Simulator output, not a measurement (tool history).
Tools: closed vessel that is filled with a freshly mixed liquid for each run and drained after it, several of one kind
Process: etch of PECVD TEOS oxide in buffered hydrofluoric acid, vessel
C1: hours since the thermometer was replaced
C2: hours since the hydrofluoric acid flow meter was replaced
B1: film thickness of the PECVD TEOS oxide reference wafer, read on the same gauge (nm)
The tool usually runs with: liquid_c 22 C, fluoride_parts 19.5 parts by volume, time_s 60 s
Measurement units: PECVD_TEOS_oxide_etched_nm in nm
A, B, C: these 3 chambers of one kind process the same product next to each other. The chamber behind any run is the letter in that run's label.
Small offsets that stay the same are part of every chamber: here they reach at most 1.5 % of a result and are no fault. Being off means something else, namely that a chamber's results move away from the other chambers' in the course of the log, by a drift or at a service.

Run 1A, day 0.217: usual settings; C1 718.4; C2 358.3; B1 59.995. Result: PECVD_TEOS_oxide_etched_nm 88.301 nm.
Run 2C, day 0.350: usual settings; C1 67.0; C2 506.7; B1 59.994. Result: PECVD_TEOS_oxide_etched_nm 87.402 nm.
Run 3B, day 0.508: usual settings; C1 553.7; C2 426.2; B1 59.998. Result: PECVD_TEOS_oxide_etched_nm 86.756 nm.
Run 4A, day 0.662: usual settings; C1 729.1; C2 369.0; B1 59.995. Result: PECVD_TEOS_oxide_etched_nm 87.419 nm.
Run 5B, day 0.875: usual settings but liquid_c 18 C; C1 562.5; C2 435.0; B1 60.008. Result: PECVD_TEOS_oxide_etched_nm 69.622 nm.
Run 6C, day 0.988: usual settings but liquid_c 18 C; C1 82.3; C2 522.0; B1 59.999. Result: PECVD_TEOS_oxide_etched_nm 69.648 nm.
Run 7C, day 1.175: usual settings but liquid_c 18 C; C1 86.8; C2 526.5; B1 60.000. Result: PECVD_TEOS_oxide_etched_nm 69.589 nm.
Run 8B, day 1.379: usual settings; C1 574.6; C2 447.1; B1 60.005. Result: PECVD_TEOS_oxide_etched_nm 87.334 nm.
Run 9A, day 1.479: usual settings; C1 748.7; C2 388.6; B1 59.986. Result: PECVD_TEOS_oxide_etched_nm 85.531 nm.
Run 10C, day 1.629: usual settings; C1 97.7; C2 537.4; B1 59.993. Result: PECVD_TEOS_oxide_etched_nm 87.654 nm.
Run 11A, day 1.817: usual settings; C1 756.8; C2 396.7; B1 60.001. Result: PECVD_TEOS_oxide_etched_nm 86.772 nm.
Run 12B, day 1.912: usual settings; C1 587.4; C2 459.9; B1 59.998. Result: PECVD_TEOS_oxide_etched_nm 86.572 nm.
Run 13C, day 2.092: usual settings; C1 108.8; C2 548.5; B1 60.015. Result: PECVD_TEOS_oxide_etched_nm 88.606 nm.
Run 14B, day 2.217: usual settings; C1 594.7; C2 467.2; B1 60.003. Result: PECVD_TEOS_oxide_etched_nm 87.254 nm.
Run 15A, day 2.342: usual settings; C1 769.4; C2 409.3; B1 59.975. Result: PECVD_TEOS_oxide_etched_nm 84.718 nm.
Run 16B, day 2.500: usual settings; C1 601.5; C2 474.0; B1 60.006. Result: PECVD_TEOS_oxide_etched_nm 86.506 nm.
Run 17C, day 2.625: usual settings; C1 121.6; C2 561.3; B1 60.013. Result: PECVD_TEOS_oxide_etched_nm 87.562 nm.
Run 18A, day 2.829: usual settings; C1 781.1; C2 421.0; B1 59.994. Result: PECVD_TEOS_oxide_etched_nm 83.459 nm.
Run 19C, day 3.000: usual settings; C1 130.6; C2 570.3; B1 60.011. Result: PECVD_TEOS_oxide_etched_nm 87.902 nm.
Run 20A, day 3.200: usual settings but fluoride_parts 25.0 parts by volume; C1 790.0; C2 429.9; B1 59.999. Result: PECVD_TEOS_oxide_etched_nm 70.793 nm.
Run 21B, day 3.400: usual settings but fluoride_parts 25.0 parts by volume; C1 623.1; C2 495.6; B1 60.019. Result: PECVD_TEOS_oxide_etched_nm 72.781 nm.
Run 22C, day 3.542: usual settings but fluoride_parts 25.0 parts by volume; C1 143.6; C2 583.3; B1 60.008. Result: PECVD_TEOS_oxide_etched_nm 74.451 nm.
Run 23A, day 3.667: usual settings; C1 801.2; C2 441.1; B1 60.000. Result: PECVD_TEOS_oxide_etched_nm 83.382 nm.
Run 24B, day 3.850: usual settings; C1 633.9; C2 506.4; B1 59.992. Result: PECVD_TEOS_oxide_etched_nm 86.172 nm.
Run 25B, day 4.038: usual settings; C1 638.4; C2 510.9; B1 59.996. Result: PECVD_TEOS_oxide_etched_nm 86.833 nm.
Run 26C, day 4.192: usual settings; C1 159.2; C2 598.9; B1 60.013. Result: PECVD_TEOS_oxide_etched_nm 87.293 nm.
Run 27A, day 4.367: usual settings; C1 818.0; C2 457.9; B1 59.990. Result: PECVD_TEOS_oxide_etched_nm 82.738 nm.
Run 28C, day 4.500: usual settings; C1 166.6; C2 606.3; B1 59.991. Result: PECVD_TEOS_oxide_etched_nm 88.106 nm.
Run 29B, day 4.667: usual settings; C1 653.5; C2 526.0; B1 60.002. Result: PECVD_TEOS_oxide_etched_nm 86.585 nm.
Run 30A, day 4.796: usual settings; C1 828.3; C2 468.2; B1 60.009. Result: PECVD_TEOS_oxide_etched_nm 82.472 nm.
Run 31A, day 4.917: usual settings; C1 831.2; C2 471.1; B1 59.992. Result: PECVD_TEOS_oxide_etched_nm 82.669 nm.
Run 32B, day 5.088: usual settings; C1 663.6; C2 536.1; B1 59.990. Result: PECVD_TEOS_oxide_etched_nm 87.363 nm.
Run 33C, day 5.254: usual settings; C1 184.7; C2 624.4; B1 59.992. Result: PECVD_TEOS_oxide_etched_nm 88.521 nm.
Run 34C, day 5.362: usual settings; C1 187.3; C2 627.0; B1 60.010. Result: PECVD_TEOS_oxide_etched_nm 88.968 nm.
Run 35B, day 5.467: usual settings; C1 672.7; C2 545.2; B1 60.001. Result: PECVD_TEOS_oxide_etched_nm 87.245 nm.
Run 36A, day 5.646: usual settings; C1 848.7; C2 488.6; B1 59.990. Result: PECVD_TEOS_oxide_etched_nm 81.756 nm.
Run 37B, day 5.804: usual settings; C1 680.8; C2 553.3; B1 60.005. Result: PECVD_TEOS_oxide_etched_nm 87.001 nm.
Run 38C, day 6.004: usual settings; C1 202.7; C2 642.4; B1 60.002. Result: PECVD_TEOS_oxide_etched_nm 88.139 nm.

Next, all 3 chambers run the settings below, one line each with question marks for the results. What does each chamber give?
Run 39A, day 6.162: usual settings. Result: PECVD_TEOS_oxide_etched_nm ?.
Run 39B, day 6.162: usual settings. Result: PECVD_TEOS_oxide_etched_nm ?.
Run 39C, day 6.162: usual settings. Result: PECVD_TEOS_oxide_etched_nm ?.

run  PECVD_TEOS_oxide_etched_nm
39A                      80.716
39B                      87.146
39C                      87.989
